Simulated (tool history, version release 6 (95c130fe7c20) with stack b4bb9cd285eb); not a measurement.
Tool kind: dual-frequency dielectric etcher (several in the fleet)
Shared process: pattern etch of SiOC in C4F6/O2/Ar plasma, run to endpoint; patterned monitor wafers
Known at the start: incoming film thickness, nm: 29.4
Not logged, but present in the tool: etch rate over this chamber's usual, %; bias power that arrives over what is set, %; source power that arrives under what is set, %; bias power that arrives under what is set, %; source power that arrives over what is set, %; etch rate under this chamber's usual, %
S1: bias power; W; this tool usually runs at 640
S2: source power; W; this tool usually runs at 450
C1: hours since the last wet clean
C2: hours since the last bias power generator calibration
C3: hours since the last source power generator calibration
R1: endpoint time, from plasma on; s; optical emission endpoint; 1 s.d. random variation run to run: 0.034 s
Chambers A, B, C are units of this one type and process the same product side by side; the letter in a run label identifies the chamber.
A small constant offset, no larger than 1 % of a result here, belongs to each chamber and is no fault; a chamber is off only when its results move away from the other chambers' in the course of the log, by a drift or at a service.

| run | hour | S1 | S2 | C1 | C2 | C3 | R1 |
|---|---|---|---|---|---|---|---|
|  | 1.1 | chamber A: wet clean of the chamber |
| 1A | 7.9 | 640 | 450 | 6.9 | 634.5 | 3340.5 | 8.6885 |
| 2B | 18.5 | 640 | 450 | 139.1 | 1719.6 | 345.5 | 8.6763 |
| 3C | 30.4 | 640 | 450 | 235.5 | 2078.1 | 1736.2 | 8.5661 |
| 4B | 45.2 | 640 | 450 | 165.8 | 1746.3 | 372.2 | 8.6931 |
| 5A | 53.7 | 640 | 450 | 52.7 | 680.3 | 3386.3 | 8.7068 |
| 6C | 67.6 | 640 | 450 | 272.7 | 2115.3 | 1773.4 | 8.6070 |
| 7A | 75.4 | 640 | 450 | 74.4 | 702.0 | 3408.0 | 8.6749 |
| 8B | 84.0 | 640 | 450 | 204.6 | 1785.1 | 411.0 | 8.7035 |
| 9C | 93.1 | 640 | 450 | 298.2 | 2140.8 | 1798.9 | 8.6181 |
| 10B | 105.1 | 640 | 450 | 225.7 | 1806.2 | 432.1 | 8.7025 |
| 11C | 116.9 | 640 | 450 | 322.0 | 2164.6 | 1822.7 | 8.6246 |
| 12A | 131.9 | 640 | 450 | 130.9 | 758.5 | 3464.5 | 8.6774 |
| 13C | 143.7 | 640 | 450 | 348.8 | 2191.4 | 1849.5 | 8.6137 |
| 14A | 153.9 | 640 | 450 | 152.9 | 780.5 | 3486.5 | 8.6067 |
| 15B | 166.9 | 640 | 450 | 287.5 | 1868.0 | 493.9 | 8.5684 |
| 16A | 180.1 | 640 | 450 | 179.1 | 806.7 | 3512.7 | 8.6866 |
| 17B | 192.3 | 553 | 390 | 312.9 | 1893.4 | 519.3 | 9.4125 |
| 18C | 203.4 | 553 | 390 | 408.5 | 2251.1 | 1909.2 | 9.5598 |
| 19C | 218.0 | 553 | 390 | 423.1 | 2265.7 | 1923.8 | 9.5587 |
| 20A | 228.6 | 640 | 450 | 227.6 | 855.2 | 3561.2 | 8.6104 |
| 21B | 241.0 | 640 | 450 | 361.6 | 1942.1 | 568.0 | 8.5133 |
| 22B | 255.9 | 782 | 450 | 376.5 | 1957.0 | 582.9 | 7.8799 |
| 23C | 263.3 | 782 | 450 | 468.4 | 2311.0 | 1969.1 | 8.0302 |
| 24A | 273.1 | 782 | 450 | 272.1 | 899.7 | 3605.7 | 7.9545 |
| 25C | 280.9 | 726 | 450 | 486.0 | 2328.6 | 1986.7 | 8.1859 |
| 26A | 287.9 | 726 | 450 | 286.9 | 914.5 | 3620.5 | 8.2379 |
| 27B | 302.1 | 726 | 450 | 422.7 | 2003.2 | 629.1 | 8.0105 |
| 28A | 313.2 | 640 | 450 | 312.2 | 939.8 | 3645.8 | 8.7004 |
| 29C | 327.5 | 640 | 450 | 532.6 | 2375.2 | 2033.3 | 8.5997 |
| 30B | 341.8 | 640 | 450 | 462.4 | 2042.9 | 668.8 | 8.2892 |
| 31A | 354.7 | 640 | 450 | 353.7 | 981.3 | 3687.3 | 8.6781 |
| 32C | 364.3 | 640 | 450 | 569.4 | 2412.0 | 2070.1 | 8.6903 |
| 33B | 377.2 | 640 | 450 | 497.8 | 2078.3 | 704.2 | 8.3690 |
| 34C | 388.1 | 640 | 450 | 593.2 | 2435.8 | 2093.9 | 8.5924 |

Is one chamber off against the others, does the gauge drift, or is nothing wrong? If a chamber is off, say which, and what the likeliest cause is.

Chamber B drifts away from the others.
Cause: etch rate over this chamber's usual, % = 5.35.

Which of the 4 candidates below, each the usual settings with something changed and its results left as question marks, puts chamber B back in line with what the other chambers give on the usual settings?
Counts as in line when no further than this from what the other chambers average on the usual settings: R1 0.1200 s
| 35B-1 | 398.9 | 640 | 400 |  |  |  | ? |
| 35B-2 | 398.9 | 640 | 560 |  |  |  | ? |
| 35B-3 | 398.9 | 680 | 480 |  |  |  | ? |
| 35B-4 | 398.9 | 574 | 410 |  |  |  | ? |

Mean of the other chambers on the usual settings: R1 8.6540 s
| run | R1 |
|---|---|
| 35B-1 | 8.6375 |
| 35B-2 | 7.6500 |
| 35B-3 | 7.9053 |
| 35B-4 | 8.9195 |
35B-1 brings the chamber back in line.

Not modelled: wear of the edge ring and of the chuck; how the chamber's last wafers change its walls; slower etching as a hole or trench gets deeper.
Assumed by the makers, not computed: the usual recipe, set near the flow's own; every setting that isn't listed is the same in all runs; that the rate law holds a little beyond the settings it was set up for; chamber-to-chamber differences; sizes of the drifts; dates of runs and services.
